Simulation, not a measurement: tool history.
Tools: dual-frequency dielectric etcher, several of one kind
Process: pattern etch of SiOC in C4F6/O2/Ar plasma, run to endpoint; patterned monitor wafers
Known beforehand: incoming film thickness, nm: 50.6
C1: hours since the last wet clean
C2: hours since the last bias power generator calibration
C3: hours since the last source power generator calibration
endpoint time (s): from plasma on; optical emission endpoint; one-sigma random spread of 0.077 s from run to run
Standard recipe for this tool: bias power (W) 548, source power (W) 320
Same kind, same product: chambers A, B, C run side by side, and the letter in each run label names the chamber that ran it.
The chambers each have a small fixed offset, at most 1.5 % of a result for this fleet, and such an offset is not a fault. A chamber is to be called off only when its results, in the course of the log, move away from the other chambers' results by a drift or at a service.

run 1B hour=5.9 | bias_power_(W)=548 source_power_(W)=320 | C1=312.2 C2=1369.1 C3=86.7 | endpoint_time_(s)=17.734
run 2A hour=12.3 | bias_power_(W)=548 source_power_(W)=320 | C1=201.8 C2=3808.1 C3=1623.5 | endpoint_time_(s)=18.020
run 3C hour=18.4 | bias_power_(W)=548 source_power_(W)=320 | C1=26.1 C2=780.5 C3=2835.7 | endpoint_time_(s)=17.996
run 4B hour=25.4 | bias_power_(W)=548 source_power_(W)=320 | C1=331.7 C2=1388.6 C3=106.2 | endpoint_time_(s)=17.583
run 5A hour=33.5 | bias_power_(W)=548 source_power_(W)=320 | C1=223.0 C2=3829.3 C3=1644.7 | endpoint_time_(s)=17.904
run 6C hour=42.0 | bias_power_(W)=548 source_power_(W)=320 | C1=49.7 C2=804.1 C3=2859.3 | endpoint_time_(s)=18.221
run 7A hour=46.2 | bias_power_(W)=548 source_power_(W)=320 | C1=235.7 C2=3842.0 C3=1657.4 | endpoint_time_(s)=17.913
run 8B hour=51.5 | bias_power_(W)=458 source_power_(W)=250 | C1=357.8 C2=1414.7 C3=132.3 | endpoint_time_(s)=20.719
run 9C hour=60.1 | bias_power_(W)=458 source_power_(W)=250 | C1=67.8 C2=822.2 C3=2877.4 | endpoint_time_(s)=21.241
run 10A hour=68.0 | bias_power_(W)=458 source_power_(W)=250 | C1=257.5 C2=3863.8 C3=1679.2 | endpoint_time_(s)=21.102
run 11C hour=72.1 | bias_power_(W)=548 source_power_(W)=320 | C1=79.8 C2=834.2 C3=2889.4 | endpoint_time_(s)=18.080
run 12B hour=80.0 | bias_power_(W)=548 source_power_(W)=290 | C1=386.3 C2=1443.2 C3=160.8 | endpoint_time_(s)=18.409
run 13C hour=86.4 | bias_power_(W)=548 source_power_(W)=290 | C1=94.1 C2=848.5 C3=2903.7 | endpoint_time_(s)=18.717
run 14A hour=94.6 | bias_power_(W)=548 source_power_(W)=290 | C1=284.1 C2=3890.4 C3=1705.8 | endpoint_time_(s)=18.733
run 15B hour=100.7 | bias_power_(W)=548 source_power_(W)=320 | C1=407.0 C2=1463.9 C3=181.5 | endpoint_time_(s)=17.843
run 16C hour=106.2 | bias_power_(W)=548 source_power_(W)=320 | C1=113.9 C2=868.3 C3=2923.5 | endpoint_time_(s)=18.098
run 17A hour=114.5 | bias_power_(W)=548 source_power_(W)=320 | C1=304.0 C2=3910.3 C3=1725.7 | endpoint_time_(s)=17.857
run 18B hour=122.4 | bias_power_(W)=548 source_power_(W)=320 | C1=428.7 C2=1485.6 C3=203.2 | endpoint_time_(s)=18.070
run 19A hour=129.8 | bias_power_(W)=548 source_power_(W)=320 | C1=319.3 C2=3925.6 C3=1741.0 | endpoint_time_(s)=18.136
run 20C hour=137.8 | bias_power_(W)=548 source_power_(W)=320 | C1=145.5 C2=899.9 C3=2955.1 | endpoint_time_(s)=18.014
run 21B hour=146.7 | bias_power_(W)=678 source_power_(W)=320 | C1=453.0 C2=1509.9 C3=227.5 | endpoint_time_(s)=16.662
run 22B hour=153.5 | bias_power_(W)=678 source_power_(W)=320 | C1=459.8 C2=1516.7 C3=234.3 | endpoint_time_(s)=16.692
run 23C hour=161.2 | bias_power_(W)=678 source_power_(W)=320 | C1=168.9 C2=923.3 C3=2978.5 | endpoint_time_(s)=16.555
run 24A hour=165.6 | bias_power_(W)=548 source_power_(W)=320 | C1=355.1 C2=3961.4 C3=1776.8 | endpoint_time_(s)=17.946
run 25B hour=172.7 | bias_power_(W)=548 source_power_(W)=320 | C1=479.0 C2=1535.9 C3=253.5 | endpoint_time_(s)=18.176
run 26C hour=179.8 | bias_power_(W)=548 source_power_(W)=320 | C1=187.5 C2=941.9 C3=2997.1 | endpoint_time_(s)=18.029
run 27A hour=184.8 | bias_power_(W)=434 source_power_(W)=380 | C1=374.3 C2=3980.6 C3=1796.0 | endpoint_time_(s)=18.537
run 28B hour=192.0 | bias_power_(W)=434 source_power_(W)=380 | C1=498.3 C2=1555.2 C3=272.8 | endpoint_time_(s)=18.743
run 29A hour=198.4 | bias_power_(W)=434 source_power_(W)=380 | C1=387.9 C2=3994.2 C3=1809.6 | endpoint_time_(s)=18.452
run 30C hour=206.8 | bias_power_(W)=548 source_power_(W)=320 | C1=214.5 C2=968.9 C3=3024.1 | endpoint_time_(s)=18.196
run 31A hour=212.7 | bias_power_(W)=548 source_power_(W)=270 | C1=402.2 C2=4008.5 C3=1823.9 | endpoint_time_(s)=19.044
run 32C hour=220.1 | bias_power_(W)=548 source_power_(W)=270 | C1=227.8 C2=982.2 C3=3037.4 | endpoint_time_(s)=19.222
run 33B hour=224.9 | bias_power_(W)=548 source_power_(W)=270 | C1=531.2 C2=1588.1 C3=305.7 | endpoint_time_(s)=19.469
run 34C hour=233.4 | bias_power_(W)=548 source_power_(W)=320 | C1=241.1 C2=995.5 C3=3050.7 | endpoint_time_(s)=18.013
run 35A hour=239.7 | bias_power_(W)=548 source_power_(W)=320 | C1=429.2 C2=4035.5 C3=1850.9 | endpoint_time_(s)=18.025
run 36B hour=247.9 | bias_power_(W)=548 source_power_(W)=390 | C1=554.2 C2=1611.1 C3=328.7 | endpoint_time_(s)=17.187
run 37B hour=256.3 | bias_power_(W)=548 source_power_(W)=390 | C1=562.6 C2=1619.5 C3=337.1 | endpoint_time_(s)=17.191
run 38C hour=262.9 | bias_power_(W)=548 source_power_(W)=390 | C1=270.6 C2=1025.0 C3=3080.2 | endpoint_time_(s)=16.795
run 39A hour=271.5 | bias_power_(W)=484 source_power_(W)=380 | C1=461.0 C2=4067.3 C3=1882.7 | endpoint_time_(s)=17.814
run 40B hour=279.6 | bias_power_(W)=484 source_power_(W)=380 | C1=585.9 C2=1642.8 C3=360.4 | endpoint_time_(s)=18.193
run 41A hour=289.1 | bias_power_(W)=484 source_power_(W)=380 | C1=478.6 C2=4084.9 C3=1900.3 | endpoint_time_(s)=17.799
run 42C hour=297.0 | bias_power_(W)=548 source_power_(W)=320 | C1=304.7 C2=1059.1 C3=3114.3 | endpoint_time_(s)=18.025
run 43B hour=301.4 | bias_power_(W)=548 source_power_(W)=320 | C1=607.7 C2=1664.6 C3=382.2 | endpoint_time_(s)=18.736

Next, every chamber runs the same settings. What will each give?
run 44A hour=308.2 | bias_power_(W)=548 source_power_(W)=320 | endpoint_time_(s)=?
run 44B hour=308.2 | bias_power_(W)=548 source_power_(W)=320 | endpoint_time_(s)=?
run 44C hour=308.2 | bias_power_(W)=548 source_power_(W)=320 | endpoint_time_(s)=?

run=44A endpoint_time_(s)=18.073
run=44B endpoint_time_(s)=18.758
run=44C endpoint_time_(s)=18.141
